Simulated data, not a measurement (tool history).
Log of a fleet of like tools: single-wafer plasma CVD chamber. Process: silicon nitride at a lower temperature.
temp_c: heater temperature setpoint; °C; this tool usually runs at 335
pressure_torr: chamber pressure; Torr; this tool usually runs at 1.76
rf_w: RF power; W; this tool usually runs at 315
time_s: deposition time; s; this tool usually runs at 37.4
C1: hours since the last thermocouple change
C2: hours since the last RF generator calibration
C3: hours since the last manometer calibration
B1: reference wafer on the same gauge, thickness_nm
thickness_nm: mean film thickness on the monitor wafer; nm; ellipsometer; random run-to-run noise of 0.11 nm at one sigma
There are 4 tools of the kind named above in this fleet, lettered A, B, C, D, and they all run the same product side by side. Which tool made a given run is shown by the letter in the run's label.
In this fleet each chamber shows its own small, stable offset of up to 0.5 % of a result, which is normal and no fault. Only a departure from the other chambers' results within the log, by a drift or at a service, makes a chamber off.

Run 1A, hour 4.5: usual settings; C1 1221.3; C2 611.9; C3 1674.8; B1 49.863. Result: thickness_nm 46.563 nm.
Run 2D, hour 12.3: usual settings; C1 1166.8; C2 723.8; C3 598.8; B1 49.894. Result: thickness_nm 46.763 nm.
Run 3C, hour 21.3: usual settings; C1 438.6; C2 863.1; C3 1013.2; B1 49.903. Result: thickness_nm 46.914 nm.
Run 4B, hour 28.5: usual settings; C1 181.3; C2 565.1; C3 636.9; B1 49.93. Result: thickness_nm 46.646 nm.
Run 5B, hour 34.3: usual settings; C1 187.1; C2 570.9; C3 642.7; B1 49.942. Result: thickness_nm 46.91 nm.
Run 6A, hour 40.1: usual settings; C1 1256.9; C2 647.5; C3 1710.4; B1 49.884. Result: thickness_nm 46.577 nm.
Run 7D, hour 45.9: usual settings; C1 1200.4; C2 757.4; C3 632.4; B1 49.908. Result: thickness_nm 46.904 nm.
Run 8C, hour 51.4: usual settings; C1 468.7; C2 893.2; C3 1043.3; B1 49.892. Result: thickness_nm 46.984 nm.
Run 9D, hour 57.7: usual settings but pressure_torr 1.54 Torr; C1 1212.2; C2 769.2; C3 644.2; B1 49.885. Result: thickness_nm 44.879 nm.
Run 10B, hour 65.8: usual settings but pressure_torr 1.54 Torr; C1 218.6; C2 602.4; C3 674.2; B1 49.913. Result: thickness_nm 45.057 nm.
Run 11C, hour 72.5: usual settings but pressure_torr 1.54 Torr; C1 489.8; C2 914.3; C3 1064.4; B1 49.922. Result: thickness_nm 45.187 nm.
Run 12A, hour 80.4: usual settings but pressure_torr 1.54 Torr; C1 1297.2; C2 687.8; C3 1750.7; B1 49.892. Result: thickness_nm 45.032 nm.
Run 13D, hour 89.4: usual settings; C1 1243.9; C2 800.9; C3 675.9; B1 49.902. Result: thickness_nm 46.745 nm.
Run 14A, hour 94.8: usual settings; C1 1311.6; C2 702.2; C3 1765.1; B1 49.888. Result: thickness_nm 46.691 nm.
Run 15B, hour 103.1: usual settings; C1 255.9; C2 639.7; C3 711.5; B1 49.917. Result: thickness_nm 46.775 nm.
Run 16C, hour 110.8: usual settings; C1 528.1; C2 952.6; C3 1102.7; B1 49.905. Result: thickness_nm 46.95 nm.
Run 17C, hour 117.4: usual settings; C1 534.7; C2 959.2; C3 1109.3; B1 49.909. Result: thickness_nm 46.779 nm.
Run 18B, hour 125.1: usual settings but rf_w 340 W; C1 277.9; C2 661.7; C3 733.5; B1 49.879. Result: thickness_nm 49.176 nm.
At hour 131.4: chamber C: capacitance manometer re-zeroed and calibrated.
Run 19A, hour 132.1: usual settings but rf_w 340 W; C1 1348.9; C2 739.5; C3 1802.4; B1 49.914. Result: thickness_nm 49.081 nm.
Run 20D, hour 139.4: usual settings but rf_w 340 W; C1 1293.9; C2 850.9; C3 725.9; B1 49.872. Result: thickness_nm 48.998 nm.
Run 21A, hour 144.7: usual settings but rf_w 340 W; C1 1361.5; C2 752.1; C3 1815; B1 49.923. Result: thickness_nm 49.024 nm.
Run 22C, hour 152.3: usual settings; C1 569.6; C2 994.1; C3 21; B1 49.891. Result: thickness_nm 46.971 nm.
Run 23B, hour 160.4: usual settings; C1 313.2; C2 697; C3 768.8; B1 49.902. Result: thickness_nm 46.638 nm.
Run 24D, hour 167.9: usual settings; C1 1322.4; C2 879.4; C3 754.4; B1 49.934. Result: thickness_nm 46.69 nm.

Each of the 4 chambers runs these same settings next. Fill in every chamber's results:
Run 25A, hour 174.7: usual settings but pressure_torr 1.41 Torr. Result: thickness_nm ?.
Run 25B, hour 174.7: usual settings but pressure_torr 1.41 Torr. Result: thickness_nm ?.
Run 25C, hour 174.7: usual settings but pressure_torr 1.41 Torr. Result: thickness_nm ?.
Run 25D, hour 174.7: usual settings but pressure_torr 1.41 Torr. Result: thickness_nm ?.

run  thickness_nm
25A        43.756
25B        43.981
25C        44.034
25D        43.921

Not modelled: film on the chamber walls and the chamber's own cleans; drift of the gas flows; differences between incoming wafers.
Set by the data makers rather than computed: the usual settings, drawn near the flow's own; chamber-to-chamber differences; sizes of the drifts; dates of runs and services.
